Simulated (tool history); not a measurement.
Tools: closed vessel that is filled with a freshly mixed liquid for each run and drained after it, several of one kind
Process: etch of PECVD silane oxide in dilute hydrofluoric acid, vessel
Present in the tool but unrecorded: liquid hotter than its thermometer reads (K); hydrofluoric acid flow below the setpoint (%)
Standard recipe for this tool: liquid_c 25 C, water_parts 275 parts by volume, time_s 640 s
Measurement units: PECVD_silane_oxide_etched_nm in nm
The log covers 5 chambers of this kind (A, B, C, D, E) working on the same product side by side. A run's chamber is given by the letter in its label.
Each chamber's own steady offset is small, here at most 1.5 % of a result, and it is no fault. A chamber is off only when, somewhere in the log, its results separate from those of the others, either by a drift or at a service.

| run | day | liquid_c | water_parts | time_s | hours since the thermometer was replaced | hours since the hydrofluoric acid flow meter was replaced | read-back film thickness of the PECVD silane oxide reference wafer, read on the same gauge (nm) | PECVD_silane_oxide_etched_nm |
|---|---|---|---|---|---|---|---|---|
| 1A | 0.183 | 25 | 275 | 640 | 405.7 | 1122 | 80 | 47.267 |
| 2D | 0.404 | 25 | 275 | 640 | 1139.9 | 1638.5 | 79.997 | 47.637 |
| 3E | 0.592 | 25 | 275 | 640 | 1115.8 | 328 | 79.997 | 47.369 |
| 4B | 0.792 | 25 | 275 | 640 | 347.2 | 245.6 | 79.975 | 47.894 |
| 5C | 1.117 | 25 | 145 | 640 | 2104.9 | 123.9 | 79.985 | 103.74 |
| 6B | 1.438 | 25 | 145 | 640 | 362.7 | 261.1 | 79.999 | 106.92 |
| 7E | 1.808 | 25 | 145 | 640 | 1145 | 357.2 | 80.006 | 106.12 |
| 8C | 2.079 | 25 | 145 | 640 | 2128 | 147 | 79.993 | 102.99 |
| 9A | 2.404 | 25 | 145 | 640 | 459 | 1175.3 | 80.009 | 103.38 |
| 10D | 2.679 | 25 | 275 | 640 | 1194.5 | 1693.1 | 79.995 | 47.185 |
| 11B | 2.996 | 25 | 275 | 640 | 400.1 | 298.5 | 80.004 | 47.935 |
| 12A | 3.275 | 25 | 275 | 640 | 479.9 | 1196.2 | 79.996 | 47.131 |
| 13C | 3.542 | 25 | 275 | 640 | 2163.1 | 182.1 | 80.025 | 47.14 |
| 14E | 3.908 | 25 | 275 | 640 | 1195.4 | 407.6 | 80.001 | 47.469 |
| 15D | 4.254 | 25 | 275 | 640 | 1232.3 | 1730.9 | 80.019 | 47.725 |
| 16C | 4.546 | 25 | 275 | 640 | 2187.2 | 206.2 | 80.013 | 47.22 |
| 17B | 4.779 | 25 | 275 | 640 | 442.9 | 341.3 | 80.019 | 47.977 |
| 18D | 4.983 | 25 | 275 | 640 | 1249.8 | 1748.4 | 80.009 | 47.129 |
| 19E | 5.358 | 25 | 275 | 640 | 1230.2 | 442.4 | 79.987 | 47.624 |
| 20A | 5.542 | 25 | 275 | 640 | 534.3 | 1250.6 | 79.988 | 47.337 |
| 21B | 5.729 | 25 | 275 | 640 | 465.7 | 364.1 | 79.997 | 47.852 |
| 22A | 6.025 | 25 | 275 | 640 | 545.9 | 1262.2 | 80.014 | 47.063 |
| 23D | 6.329 | 25 | 275 | 640 | 1282.1 | 1780.7 | 79.974 | 47.329 |
| 24C | 6.529 | 25 | 275 | 640 | 2234.8 | 253.8 | 80.012 | 46.962 |
|  | 6.754 | chamber D: hydrofluoric acid flow meter replaced |
| 25E | 6.792 | 25 | 275 | 640 | 1264.6 | 476.8 | 80.001 | 47.893 |
| 26C | 7.088 | 28 | 205 | 640 | 2248.2 | 267.2 | 79.997 | 75.203 |
| 27B | 7.375 | 28 | 205 | 640 | 505.2 | 403.6 | 80.006 | 77.488 |
| 28A | 7.558 | 28 | 205 | 640 | 582.7 | 1299 | 79.969 | 76.056 |
| 29E | 7.9 | 28 | 205 | 640 | 1291.2 | 503.4 | 79.977 | 78.612 |
| 30D | 8.108 | 28 | 205 | 640 | 1324.8 | 32.6 | 80.016 | 75.844 |
| 31C | 8.454 | 25 | 410 | 830 | 2281 | 300 | 79.989 | 35.758 |
| 32E | 8.696 | 25 | 410 | 830 | 1310.3 | 522.5 | 79.994 | 36.942 |
| 33A | 9.021 | 25 | 410 | 830 | 617.8 | 1334.1 | 80.019 | 36.189 |
| 34B | 9.317 | 25 | 410 | 830 | 551.8 | 450.2 | 79.991 | 36.358 |
| 35D | 9.646 | 25 | 410 | 830 | 1361.7 | 69.5 | 80.021 | 36.308 |
| 36E | 9.842 | 25 | 275 | 640 | 1337.8 | 550 | 80.011 | 49.284 |
| 37B | 10.225 | 25 | 275 | 640 | 573.6 | 472 | 80.025 | 47.923 |
| 38D | 10.567 | 27.5 | 275 | 640 | 1383.8 | 91.6 | 79.992 | 51.449 |
| 39C | 10.892 | 27.5 | 275 | 640 | 2339.5 | 358.5 | 79.998 | 51.398 |
| 40A | 11.192 | 27.5 | 275 | 640 | 669.9 | 1386.2 | 79.991 | 52.049 |
| 41E | 11.542 | 27.5 | 275 | 640 | 1378.6 | 590.8 | 80.001 | 54.159 |
| 42D | 11.9 | 27.5 | 275 | 640 | 1415.8 | 123.6 | 79.993 | 51.496 |
| 43C | 12.104 | 25 | 275 | 640 | 2368.6 | 387.6 | 79.998 | 47.347 |

All 5 chambers run these settings next. Forecast each chamber's results:
| 44A | 12.388 | 25 | 335 | 640 |  |  |  | ? |
| 44B | 12.388 | 25 | 335 | 640 |  |  |  | ? |
| 44C | 12.388 | 25 | 335 | 640 |  |  |  | ? |
| 44D | 12.388 | 25 | 335 | 640 |  |  |  | ? |
| 44E | 12.388 | 25 | 335 | 640 |  |  |  | ? |

| run | PECVD_silane_oxide_etched_nm |
|---|---|
| 44A | 36.806 |
| 44B | 37.258 |
| 44C | 36.361 |
| 44D | 37.139 |
| 44E | 38.597 |

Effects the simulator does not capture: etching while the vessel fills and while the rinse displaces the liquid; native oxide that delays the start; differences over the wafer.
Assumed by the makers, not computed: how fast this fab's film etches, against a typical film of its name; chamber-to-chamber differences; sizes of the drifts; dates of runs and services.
